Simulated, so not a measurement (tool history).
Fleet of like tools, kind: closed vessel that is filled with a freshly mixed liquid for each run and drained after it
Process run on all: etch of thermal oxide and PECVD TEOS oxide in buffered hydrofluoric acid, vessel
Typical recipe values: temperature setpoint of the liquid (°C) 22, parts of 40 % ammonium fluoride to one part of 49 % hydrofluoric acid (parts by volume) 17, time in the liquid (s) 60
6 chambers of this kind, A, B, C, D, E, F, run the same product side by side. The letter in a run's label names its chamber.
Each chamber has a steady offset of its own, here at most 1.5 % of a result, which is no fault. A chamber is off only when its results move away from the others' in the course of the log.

run	day	temperature setpoint of the liquid (°C)	parts of 40 % ammonium fluoride to one part of 49 % hydrofluoric acid (parts by volume)	time in the liquid (s)	read-back film thickness of the thermal oxide reference wafer, read on the same gauge (nm)	read-back film thickness of the PECVD TEOS oxide reference wafer, read on the same gauge (nm)	thickness taken off the thermal oxide on a monitor wafer (angstrom)	thickness taken off the PECVD TEOS oxide on a monitor wafer (angstrom)
1D	0.438	22	17	60	79.985	150.02	370.32	393.71
2A	0.892	22	17	60	80.017	149.98	372.28	392.46
3E	1.092	22	17	60	79.999	150	358.34	399.32
4B	1.404	22	17	60	79.995	150.01	372.61	395.49
5C	1.862	22	17	60	80.007	150.07	367.34	397.6
6F	2.267	22	17	60	79.993	150	360.2	397.63
7B	2.562	22	17	60	79.989	150	375.77	401.4
8D	2.771	22	17	60	79.988	150.02	361.67	397.03
9A	3.179	22	17	60	79.99	150.01	371.59	388.92
10C	3.629	23.5	10.5	60	80.025	149.99	649.86	717.38
11E	3.896	23.5	10.5	60	80.013	150.01	637.79	699.93
12F	4.296	23.5	10.5	60	79.999	149.98	646.01	689.72
13A	4.571	23.5	10.5	60	80.003	150	639.13	675.79
14B	4.833	23.5	10.5	60	80.008	150	648.27	677.71
15F	5.254	23.5	10.5	60	79.999	150.01	646.76	700.85
16D	5.567	22	17	60	79.997	150.04	373.58	396.62
17C	5.792	22	17	60	80.001	149.99	369.2	406.32
18E	5.992	22	17	60	80.002	149.95	372.47	403.88
19F	6.283	22	17	60	80.012	149.97	364.85	396.38
20E	6.488	25	17	60	80.009	149.96	426.01	470.42
21B	6.917	25	17	60	79.99	150.01	438.77	467.55
22C	7.325	25	17	60	79.994	149.97	432.52	469.06
23A	7.625	25	17	60	79.992	149.99	437.28	458.45
24D	7.842	25	17	60	79.986	150	434.86	466.51
25B	8.229	25	17	60	79.977	150.02	437.61	470.99
26C	8.679	22	17	60	79.995	149.98	373.24	402.92
27E	8.971	22	17	60	80.004	150	367.46	401.8
28F	9.246	22	17	75	80.012	150.03	456.93	496.95
29D	9.688	22	17	75	80.001	150	464.18	492.89
30A	10.046	22	17	75	80.008	149.99	457.87	484.65
31F	10.329	22	17	75	80.002	150	457.82	497.15
32C	10.529	22	17	75	80.002	150.03	468.41	500.19
33B	10.871	22	17	75	79.995	150.01	459.9	487.75
34D	11.238	22	17	60	79.996	149.93	374.19	395.09
35A	11.662	19.5	17	35	80.001	150.02	184.36	198.76
36E	12.042	19.5	17	35	79.984	149.98	188.59	200.97
37B	12.346	19.5	17	35	79.999	149.99	185.93	200.75
38E	12.688	19.5	17	35	79.999	149.99	186.41	201.68
39F	13.121	19.5	17	35	80.01	150	189.56	202.55
40C	13.558	19.5	17	35	79.997	150	188.46	204.64
41A	13.933	26	17	60	80.005	149.96	464.84	489.14

Decide between three cases: one chamber stands off from its peers, the gauge reading all wafers drifts, or nothing is wrong past each chamber's small offset. Where a chamber is off, say which and what most likely put it there.

No chamber stands off beyond its own small offset, and the gauge holds steady.
